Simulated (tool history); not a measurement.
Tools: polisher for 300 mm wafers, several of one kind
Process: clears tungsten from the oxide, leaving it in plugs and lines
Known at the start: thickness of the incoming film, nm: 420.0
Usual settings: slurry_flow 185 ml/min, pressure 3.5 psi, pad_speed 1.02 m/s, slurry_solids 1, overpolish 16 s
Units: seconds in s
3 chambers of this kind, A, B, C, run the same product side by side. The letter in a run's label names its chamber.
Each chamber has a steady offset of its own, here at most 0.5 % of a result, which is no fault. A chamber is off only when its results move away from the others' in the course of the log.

run 1C hour=2.8 | slurry_flow=185 pressure=3.5 pad_speed=1.02 slurry_solids=1 overpolish=16 | seconds=108.96
run 2A hour=7.2 | slurry_flow=185 pressure=3.5 pad_speed=1.02 slurry_solids=1 overpolish=16 | seconds=109.8
run 3B hour=10.2 | slurry_flow=185 pressure=3.5 pad_speed=1.02 slurry_solids=1 overpolish=16 | seconds=108.98
run 4B hour=12.2 | slurry_flow=185 pressure=3.5 pad_speed=1.02 slurry_solids=1 overpolish=16 | seconds=109.34
run 5C hour=14.7 | slurry_flow=185 pressure=3.5 pad_speed=1.02 slurry_solids=1 overpolish=16 | seconds=109.95
run 6A hour=16.9 | slurry_flow=185 pressure=3.5 pad_speed=1.02 slurry_solids=1 overpolish=16 | seconds=114.17
run 7B hour=20.3 | slurry_flow=185 pressure=3.5 pad_speed=1.02 slurry_solids=1 overpolish=16 | seconds=110.23
-- hour=20.9 chamber B: slurry nozzle cleaned
run 8C hour=24.8 | slurry_flow=160 pressure=3.5 pad_speed=1.02 slurry_solids=1 overpolish=9 | seconds=115.76
run 9A hour=28 | slurry_flow=160 pressure=3.5 pad_speed=1.02 slurry_solids=1 overpolish=9 | seconds=112.44
-- hour=28.9 chamber A: slurry blender recalibrated
run 10C hour=31.1 | slurry_flow=160 pressure=3.5 pad_speed=1.02 slurry_solids=1 overpolish=9 | seconds=113.49
run 11B hour=33.9 | slurry_flow=185 pressure=3.5 pad_speed=1.02 slurry_solids=1 overpolish=16 | seconds=108.38
run 12A hour=38 | slurry_flow=185 pressure=3.5 pad_speed=1.02 slurry_solids=1 overpolish=16 | seconds=108.78
run 13B hour=41.3 | slurry_flow=185 pressure=3.5 pad_speed=1.02 slurry_solids=1 overpolish=16 | seconds=106.99
-- hour=43 chamber B: slurry tank refilled with fresh slurry and peroxide
run 14A hour=45.2 | slurry_flow=185 pressure=3.5 pad_speed=1.02 slurry_solids=1 overpolish=16 | seconds=110.45
-- hour=49.2 chamber C: slurry tank refilled with fresh slurry and peroxide
run 15C hour=49.2 | slurry_flow=185 pressure=3.5 pad_speed=1.02 slurry_solids=1 overpolish=16 | seconds=110.41
run 16B hour=52.6 | slurry_flow=185 pressure=3.5 pad_speed=1.02 slurry_solids=1 overpolish=16 | seconds=111.82
-- hour=53.7 chamber C: worn pad replaced by a new one
run 17C hour=55.4 | slurry_flow=185 pressure=3.5 pad_speed=1.34 slurry_solids=1.25 overpolish=16 | seconds=78.942
run 18A hour=59.4 | slurry_flow=185 pressure=3.5 pad_speed=1.34 slurry_solids=1.25 overpolish=16 | seconds=81.576
run 19A hour=63.8 | slurry_flow=185 pressure=3.5 pad_speed=1.34 slurry_solids=1.25 overpolish=16 | seconds=85.721
run 20C hour=66.4 | slurry_flow=185 pressure=3.5 pad_speed=1.02 slurry_solids=1 overpolish=16 | seconds=110.16
run 21B hour=70.2 | slurry_flow=185 pressure=3.5 pad_speed=1.02 slurry_solids=1 overpolish=16 | seconds=108.58
run 22A hour=73.9 | slurry_flow=185 pressure=3.5 pad_speed=1.02 slurry_solids=1 overpolish=16 | seconds=113.33
run 23C hour=76.2 | slurry_flow=185 pressure=3.5 pad_speed=1.02 slurry_solids=1 overpolish=16 | seconds=109.87
run 24B hour=79.1 | slurry_flow=185 pressure=3.5 pad_speed=1.02 slurry_solids=1 overpolish=16 | seconds=106.82
run 25C hour=82.1 | slurry_flow=185 pressure=3.5 pad_speed=1.02 slurry_solids=1 overpolish=16 | seconds=111.23
run 26A hour=85.8 | slurry_flow=185 pressure=3.5 pad_speed=0.88 slurry_solids=1 overpolish=16 | seconds=136.07
run 27B hour=89.2 | slurry_flow=185 pressure=3.5 pad_speed=0.88 slurry_solids=1 overpolish=16 | seconds=127.65
run 28A hour=91.8 | slurry_flow=185 pressure=3.5 pad_speed=0.88 slurry_solids=1 overpolish=16 | seconds=137.99
run 29B hour=94.5 | slurry_flow=185 pressure=3.5 pad_speed=1.02 slurry_solids=0.75 overpolish=16 | seconds=119.26
run 30C hour=99.1 | slurry_flow=185 pressure=3.5 pad_speed=1.02 slurry_solids=0.75 overpolish=16 | seconds=114.23
run 31C hour=102.6 | slurry_flow=185 pressure=3.5 pad_speed=1.02 slurry_solids=0.75 overpolish=16 | seconds=114.22
-- hour=105.3 chamber C: slurry blender recalibrated
run 32A hour=105.3 | slurry_flow=210 pressure=3.5 pad_speed=1.02 slurry_solids=1 overpolish=16 | seconds=117.59
run 33B hour=107.5 | slurry_flow=210 pressure=3.5 pad_speed=1.02 slurry_solids=1 overpolish=16 | seconds=108.28
run 34B hour=110.9 | slurry_flow=210 pressure=3.5 pad_speed=1.02 slurry_solids=1 overpolish=16 | seconds=108.03
-- hour=115.1 chamber B: worn pad replaced by a new one
run 35A hour=115.1 | slurry_flow=185 pressure=3.5 pad_speed=1.02 slurry_solids=1 overpolish=16 | seconds=119.7
-- hour=115.9 chamber B: slurry tank refilled with fresh slurry and peroxide
-- hour=117.1 chamber A: worn pad replaced by a new one
run 36C hour=119 | slurry_flow=185 pressure=3.5 pad_speed=1.02 slurry_solids=1 overpolish=16 | seconds=107.7
run 37C hour=122.5 | slurry_flow=185 pressure=3.5 pad_speed=1.02 slurry_solids=1 overpolish=16 | seconds=108.95
run 38A hour=125.7 | slurry_flow=185 pressure=3.5 pad_speed=1.02 slurry_solids=1 overpolish=16 | seconds=123.46
run 39B hour=128.5 | slurry_flow=185 pressure=3.5 pad_speed=1.02 slurry_solids=1 overpolish=16 | seconds=107.92
run 40A hour=130.8 | slurry_flow=185 pressure=4.6 pad_speed=1.02 slurry_solids=1 overpolish=16 | seconds=96.48
run 41B hour=134.3 | slurry_flow=185 pressure=4.6 pad_speed=1.02 slurry_solids=1 overpolish=16 | seconds=84.545
run 42C hour=137.6 | slurry_flow=185 pressure=4.6 pad_speed=1.02 slurry_solids=1 overpolish=16 | seconds=83.393
run 43C hour=140.9 | slurry_flow=185 pressure=3.5 pad_speed=1.02 slurry_solids=1 overpolish=16 | seconds=110.28
run 44A hour=144.3 | slurry_flow=185 pressure=3.5 pad_speed=1.02 slurry_solids=1.25 overpolish=19 | seconds=117.77

All 3 chambers run these settings next. Forecast each chamber's results:
run 45A hour=147.6 | slurry_flow=185 pressure=3.5 pad_speed=1.02 slurry_solids=1 overpolish=16 | seconds=?
run 45B hour=147.6 | slurry_flow=185 pressure=3.5 pad_speed=1.02 slurry_solids=1 overpolish=16 | seconds=?
run 45C hour=147.6 | slurry_flow=185 pressure=3.5 pad_speed=1.02 slurry_solids=1 overpolish=16 | seconds=?

run=45A seconds=127.14
run=45B seconds=110.54
run=45C seconds=110.83
